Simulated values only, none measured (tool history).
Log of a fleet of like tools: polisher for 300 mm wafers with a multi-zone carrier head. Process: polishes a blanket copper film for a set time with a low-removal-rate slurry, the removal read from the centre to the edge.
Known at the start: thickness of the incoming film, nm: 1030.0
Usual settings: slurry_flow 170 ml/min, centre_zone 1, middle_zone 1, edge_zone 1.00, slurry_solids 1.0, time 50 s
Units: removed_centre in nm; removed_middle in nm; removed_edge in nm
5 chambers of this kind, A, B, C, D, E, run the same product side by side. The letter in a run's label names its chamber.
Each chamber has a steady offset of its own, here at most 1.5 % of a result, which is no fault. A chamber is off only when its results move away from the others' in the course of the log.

run   hour  slurry_flow  centre_zone  middle_zone  edge_zone  slurry_solids  time  wafers polished on this pad  hours since the slurry nozzle was cleaned  hours since the centre zone pressure was calibrated  hours since the edge zone pressure was calibrated  removed_centre  removed_middle  removed_edge
       8.5  -- chamber E: slurry nozzle cleaned
      11.5  -- chamber D: centre zone pressure recalibrated
 1A   12.9          170            1            1       1.00            1.0    50                          346                                       88.2                                                452.2                                              269.6          66.861          68.724        69.005
      19.2  -- chamber D: worn pad replaced by a new one
 2C   19.6          170            1            1       1.00            1.0    50                          481                                      381.6                                                841.7                                              301.6          65.417          68.348        68.258
 3B   26.9          170            1            1       1.00            1.0    50                          481                                      295.2                                               1297.1                                              566.6          68.117          68.312        66.885
 4D   34.6          170            1            1       1.00            1.0    50                          167                                      120.0                                                 23.2                                              508.7          68.301          68.272        68.628
 5E   43.3          170            1            1       1.00            1.0    50                          840                                       34.8                                                317.6                                              700.6          69.199          69.149        67.868
      49.9  -- chamber E: worn pad replaced by a new one
 6E   52.9          170            1            1       1.00            1.0    50                           33                                       44.4                                                327.2                                              710.2          68.207          69.095        68.323
      57.2  -- chamber C: worn pad replaced by a new one
      57.6  -- chamber C: slurry nozzle cleaned
 7A   60.1          170            1            1       1.00            1.0    50                          859                                      135.4                                                499.4                                              316.8          66.172          67.725        67.859
      65.2  -- chamber B: worn pad replaced by a new one
 8B   69.6          170            1            1       1.00            1.0    50                           48                                      337.9                                               1339.8                                              609.3          67.158          67.056        68.375
 9C   76.2          170            1            1       0.95            1.0    64                          207                                       18.7                                                898.3                                              358.2          86.270          87.491        85.255
10D   86.6          170            1            1       0.95            1.0    64                          733                                      172.0                                                 75.2                                              560.7          85.949          87.145        85.484
11C   93.2          170            1            1       0.95            1.0    64                          391                                       35.7                                                915.3                                              375.2          87.313          87.954        85.914
12D  103.7          170            1            1       0.95            1.0    64                          919                                      189.1                                                 92.3                                              577.8          88.890          86.438        84.818
13B  110.8          170            1            1       0.95            1.0    64                          496                                      379.1                                               1381.0                                              650.5          85.860          88.062        84.784
14A  116.9          170            1            1       1.00            1.0    50                         1477                                      192.2                                                556.2                                              373.6          67.404          69.008        68.714
     118.8  -- chamber A: worn pad replaced by a new one
     123.1  -- chamber E: worn pad replaced by a new one
15E  129.7          170            1            1       1.00            0.9    50                           72                                      121.2                                                404.0                                              787.0          66.896          65.901        66.182
     135.4  -- chamber D: worn pad replaced by a new one
     137.3  -- chamber B: centre zone pressure recalibrated
     140.3  -- chamber C: worn pad replaced by a new one
16E  141.3          170            1            1       1.00            0.9    50                          198                                      132.8                                                415.6                                              798.6          67.478          67.353        66.480
     142.6  -- chamber B: worn pad replaced by a new one
17D  149.9          170            1            1       1.00            0.9    50                          158                                      235.3                                                138.5                                              624.0          65.525          66.291        68.095
18B  155.7          170            1            1       1.00            0.9    50                          142                                      424.0                                                 18.4                                              695.4          68.324          67.171        67.070
19A  165.3          170            1            1       1.00            0.9    50                          505                                      240.6                                                604.6                                              422.0          66.030          66.610        66.832
     168.3  -- chamber A: slurry nozzle cleaned
20C  176.1          170            1            1       1.00            1.0    50                          390                                      118.6                                                998.2                                              458.1          68.080          68.133        69.223
21D  184.8          170            1            1       1.00            1.0    50                          538                                      270.2                                                173.4                                              658.9          67.155          66.216        68.439
     187.1  -- chamber E: edge zone pressure recalibrated
     189.3  -- chamber E: worn pad replaced by a new one
22B  196.5          170            1            1       1.00            1.0    50                          586                                      464.8                                                 59.2                                              736.2          68.945          68.001        68.413
23C  203.6          170            1            1       1.00            1.0    50                          689                                      146.1                                               1025.7                                              485.6          68.167          68.340        69.009
     211.5  -- chamber B: worn pad replaced by a new one
24A  215.9          170            1            1       1.00            1.0    50                         1056                                       47.6                                                655.2                                              472.6          67.687          67.619        68.782
     219.7  -- chamber B: edge zone pressure recalibrated
     223.7  -- chamber C: worn pad replaced by a new one
25E  226.4          170            1            1       1.00            1.0    50                          403                                      217.9                                                500.7                                               39.3          68.853          68.337        68.646
26A  233.7          170            1            1       1.00            1.0    50                         1249                                       65.4                                                673.0                                              490.4          67.865          69.474        70.293
27E  246.1          170            1            1       1.00            1.0    50                          617                                      237.6                                                520.4                                               59.0          68.811          68.372        68.010
     247.9  -- chamber D: worn pad replaced by a new one
     253.9  -- chamber E: centre zone pressure recalibrated
28B  256.8          170            1            1       1.00            1.0    50                          493                                      525.1                                                119.5                                               37.1          67.806          68.324        67.975
     268.3  -- chamber E: worn pad replaced by a new one
29D  268.9          170            1            1       1.00            1.0    50                          228                                      354.3                                                257.5                                              743.0          68.794          67.518        69.301
30C  280.3          170            1            1       1.00            1.0    50                          615                                      222.8                                               1102.4                                              562.3          67.286          68.149        68.679
31E  292.6          170            1            1       0.88            1.0    43                          264                                      284.1                                                 38.7                                              105.5          58.919          58.998        54.496
32D  298.8          170            1            1       0.88            1.0    43                          553                                      384.2                                                287.4                                              772.9          57.033          57.875        55.172
     307.0  -- chamber C: worn pad replaced by a new one
33C  307.5          170            1            1       0.88            1.0    43                            6                                      250.0                                               1129.6                                              589.5          59.552          57.664        54.987

All 5 chambers run these settings next. Forecast each chamber's results:
34A  316.9          170            1            1       1.00            1.0    50                                                                                                                                                                                               ?               ?             ?
34B  316.9          170            1            1       1.00            1.0    50                                                                                                                                                                                               ?               ?             ?
34C  316.9          170            1            1       1.00            1.0    50                                                                                                                                                                                               ?               ?             ?
34D  316.9          170            1            1       1.00            1.0    50                                                                                                                                                                                               ?               ?             ?
34E  316.9          170            1            1       1.00            1.0    50                                                                                                                                                                                               ?               ?             ?

run  removed_centre  removed_middle  removed_edge
34A          67.358          68.196        69.135
34B          65.728          66.521        68.394
34C          68.245          67.905        68.493
34D          67.263          68.125        67.342
34E          68.556          68.131        67.429
